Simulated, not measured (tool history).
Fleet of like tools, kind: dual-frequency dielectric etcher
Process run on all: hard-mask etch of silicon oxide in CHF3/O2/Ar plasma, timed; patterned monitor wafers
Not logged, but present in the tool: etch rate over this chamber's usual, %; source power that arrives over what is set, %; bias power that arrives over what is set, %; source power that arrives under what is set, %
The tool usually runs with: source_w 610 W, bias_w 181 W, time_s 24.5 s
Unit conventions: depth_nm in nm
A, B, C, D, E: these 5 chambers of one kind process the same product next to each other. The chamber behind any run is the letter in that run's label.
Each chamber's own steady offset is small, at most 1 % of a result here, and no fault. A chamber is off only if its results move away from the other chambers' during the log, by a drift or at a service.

run	hour	source_w	bias_w	time_s	hours since the last wet clean	hours since the last source power generator calibration	hours since the last bias power generator calibration	read-back reference wafer on the same gauge, depth_nm	depth_nm
1E	3.9	610	181	24.5	51.8	616.3	1471.9	55.106	48.470
2A	10.0	610	181	24.5	285.6	2568.3	1493.5	55.105	48.886
3B	16.2	610	181	24.5	75.8	372.6	318.3	55.127	48.886
4C	23.1	610	181	24.5	562.3	875.1	3901.2	55.073	49.078
5D	28.7	610	181	24.5	273.0	513.7	1438.1	55.091	48.822
6E	31.9	610	181	24.5	79.8	644.3	1499.9	55.082	48.514
7B	38.0	610	181	24.5	97.6	394.4	340.1	55.112	49.038
8C	41.8	610	181	24.5	581.0	893.8	3919.9	55.047	49.153
9D	48.5	610	181	24.5	292.8	533.5	1457.9	55.118	48.809
10A	53.5	610	181	24.5	329.1	2611.8	1537.0	55.123	49.194
11A	58.7	610	181	29.0	334.3	2617.0	1542.2	55.121	58.296
12D	63.3	610	181	29.0	307.6	548.3	1472.7	55.128	57.696
# hour 68.0: chamber C: wet clean of the chamber
13C	70.1	610	181	29.0	2.1	922.1	3948.2	55.071	58.027
14B	73.4	610	181	29.0	133.0	429.8	375.5	55.076	57.881
15E	79.6	610	181	29.0	127.5	692.0	1547.6	55.082	57.322
16C	84.1	610	181	24.5	16.1	936.1	3962.2	55.091	49.004
17E	91.2	660	181	22.0	139.1	703.6	1559.2	55.097	44.571
18A	97.1	660	181	22.0	372.7	2655.4	1580.6	55.099	45.483
19D	100.7	660	181	22.0	345.0	585.7	1510.1	55.116	45.745
20B	107.8	660	181	22.0	167.4	464.2	409.9	55.049	45.433
21C	113.8	660	181	22.0	45.8	965.8	3991.9	55.114	45.386
22A	118.6	610	181	24.5	394.2	2676.9	1602.1	55.119	48.979
23E	123.5	610	181	24.5	171.4	735.9	1591.5	55.090	48.249
# hour 128.9: chamber A: wet clean of the chamber
24D	129.1	610	181	24.5	373.4	614.1	1538.5	55.092	49.823
25B	136.1	610	181	24.5	195.7	492.5	438.2	55.115	49.074
26E	143.0	610	181	24.5	190.9	755.4	1611.0	55.089	48.175
27D	146.5	610	181	24.5	390.8	631.5	1555.9	55.044	49.779
28C	153.0	610	181	24.5	85.0	1005.0	4031.1	55.119	48.845
29B	157.3	610	181	24.5	216.9	513.7	459.4	55.066	49.028
30A	162.5	610	181	24.5	33.6	2720.8	1646.0	55.101	49.032
31B	166.8	610	204	19.5	226.4	523.2	468.9	55.122	40.561
32C	171.8	610	204	19.5	103.8	1023.8	4049.9	55.056	40.547
33E	177.5	610	204	19.5	225.4	789.9	1645.5	55.086	40.250
34D	183.2	610	204	19.5	427.5	668.2	1592.6	55.066	41.678
35A	189.5	610	204	19.5	60.6	2747.8	1673.0	55.068	40.533
36A	194.7	480	181	24.5	65.8	2753.0	1678.2	55.127	44.845
37B	200.0	480	181	24.5	259.6	556.4	502.1	55.084	44.685
38C	204.5	480	181	24.5	136.5	1056.5	4082.6	55.112	44.843
39E	209.1	480	181	24.5	257.0	821.5	1677.1	55.115	44.309
40D	213.0	480	181	24.5	457.3	698.0	1622.4	55.081	46.077

All 5 chambers run these settings next. Forecast each chamber's results:
41A	218.0	610	181	17.5					?
41B	218.0	610	181	17.5					?
41C	218.0	610	181	17.5					?
41D	218.0	610	181	17.5					?
41E	218.0	610	181	17.5					?

run	depth_nm
41A	34.866
41B	34.973
41C	35.030
41D	36.027
41E	34.532

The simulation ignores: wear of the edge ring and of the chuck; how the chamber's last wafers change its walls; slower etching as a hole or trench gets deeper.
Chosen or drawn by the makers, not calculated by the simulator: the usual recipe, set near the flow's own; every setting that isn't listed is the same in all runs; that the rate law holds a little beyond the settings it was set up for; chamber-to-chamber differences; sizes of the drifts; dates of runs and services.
